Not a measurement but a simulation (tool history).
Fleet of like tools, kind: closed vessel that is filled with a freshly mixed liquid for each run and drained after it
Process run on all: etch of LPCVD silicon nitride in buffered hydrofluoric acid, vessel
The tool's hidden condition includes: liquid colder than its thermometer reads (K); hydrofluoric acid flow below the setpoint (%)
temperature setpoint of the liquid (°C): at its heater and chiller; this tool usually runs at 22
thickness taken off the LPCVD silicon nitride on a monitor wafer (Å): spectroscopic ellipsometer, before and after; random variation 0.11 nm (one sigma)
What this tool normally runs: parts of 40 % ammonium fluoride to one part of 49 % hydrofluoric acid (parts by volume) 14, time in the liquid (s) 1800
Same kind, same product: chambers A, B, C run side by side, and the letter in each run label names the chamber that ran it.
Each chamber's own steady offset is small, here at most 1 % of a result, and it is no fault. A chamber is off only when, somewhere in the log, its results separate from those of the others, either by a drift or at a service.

| run | hour | temperature setpoint of the liquid (°C) | parts of 40 % ammonium fluoride to one part of 49 % hydrofluoric acid (parts by volume) | time in the liquid (s) | hours since the thermometer was replaced | hours since the hydrofluoric acid flow meter was replaced | read-back film thickness of the LPCVD silicon nitride reference wafer, read on the same gauge (nm) | thickness taken off the LPCVD silicon nitride on a monitor wafer (Å) |
|---|---|---|---|---|---|---|---|---|
| 1A | 4.5 | 22 | 14 | 1800 | 138.8 | 509.2 | 150.01 | 177.39 |
| 2B | 7.2 | 22 | 14 | 1800 | 1399.3 | 32.6 | 150.02 | 175.65 |
| 3C | 12.2 | 22 | 14 | 1800 | 554 | 1106 | 149.97 | 176.2 |
| 4A | 16.4 | 22 | 14 | 1800 | 150.7 | 521.1 | 150.02 | 177.3 |
| 5B | 19.7 | 22 | 14 | 1800 | 1411.8 | 45.1 | 149.97 | 175.09 |
| 6C | 22.7 | 22 | 14 | 1800 | 564.5 | 1116.5 | 150 | 176.59 |
| 7B | 26.9 | 22 | 14 | 1800 | 1419 | 52.3 | 149.97 | 176.68 |
| 8A | 30.4 | 22 | 14 | 1800 | 164.7 | 535.1 | 150 | 176.52 |
| 9C | 34.3 | 22 | 14 | 1800 | 576.1 | 1128.1 | 150 | 175.59 |
| 10A | 37.7 | 22 | 14 | 1800 | 172 | 542.4 | 150 | 173.65 |
| 11B | 42.5 | 22 | 14 | 1800 | 1434.6 | 67.9 | 149.99 | 177.06 |
| 12C | 45.2 | 22 | 14 | 1800 | 587 | 1139 | 149.98 | 175.4 |
| 13B | 50.3 | 22 | 14 | 1800 | 1442.4 | 75.7 | 150 | 176.79 |
| 14C | 54.6 | 26.5 | 11 | 1800 | 596.4 | 1148.4 | 149.99 | 285.75 |
| 15A | 60.4 | 26.5 | 11 | 1800 | 194.7 | 565.1 | 150.02 | 277.91 |
| 16C | 65 | 26.5 | 11 | 1800 | 606.8 | 1158.8 | 149.98 | 287.57 |
| 17A | 70.3 | 22 | 14 | 1370 | 204.6 | 575 | 150.04 | 127.71 |
| 18B | 73.3 | 22 | 14 | 1370 | 1465.4 | 98.7 | 149.98 | 134.39 |
| 19B | 75.8 | 22 | 14 | 1370 | 1467.9 | 101.2 | 149.98 | 134.33 |
| 20C | 78.6 | 22 | 14 | 1800 | 620.4 | 1172.4 | 150.02 | 177 |
| 21A | 84.5 | 22 | 14 | 1800 | 218.8 | 589.2 | 150 | 169.81 |
| 22A | 87.6 | 22 | 14 | 1800 | 221.9 | 592.3 | 149.98 | 168.45 |
| 23B | 92.2 | 22 | 14 | 1800 | 1484.3 | 117.6 | 150 | 176 |
| 24C | 97.2 | 22 | 9 | 1800 | 639 | 1191 | 150.01 | 265.52 |
| 25C | 102.2 | 22 | 9 | 1800 | 644 | 1196 | 150.05 | 262.02 |
| 26A | 105.7 | 22 | 9 | 1800 | 240 | 610.4 | 150.01 | 248.88 |
| 27B | 108.6 | 22 | 14 | 1800 | 1500.7 | 134 | 149.99 | 175.19 |
| 28B | 111.4 | 22 | 14 | 1800 | 1503.5 | 136.8 | 149.97 | 178.61 |
| 29A | 117.2 | 22 | 14 | 1800 | 251.5 | 621.9 | 150.04 | 165.61 |

Each of the 3 chambers runs these same settings next. Fill in every chamber's results:
| 30A | 121.4 | 25 | 14 | 1800 |  |  |  | ? |
| 30B | 121.4 | 25 | 14 | 1800 |  |  |  | ? |
| 30C | 121.4 | 25 | 14 | 1800 |  |  |  | ? |

| run | thickness taken off the LPCVD silicon nitride on a monitor wafer (Å) |
|---|---|
| 30A | 193.61 |
| 30B | 208.61 |
| 30C | 207.52 |

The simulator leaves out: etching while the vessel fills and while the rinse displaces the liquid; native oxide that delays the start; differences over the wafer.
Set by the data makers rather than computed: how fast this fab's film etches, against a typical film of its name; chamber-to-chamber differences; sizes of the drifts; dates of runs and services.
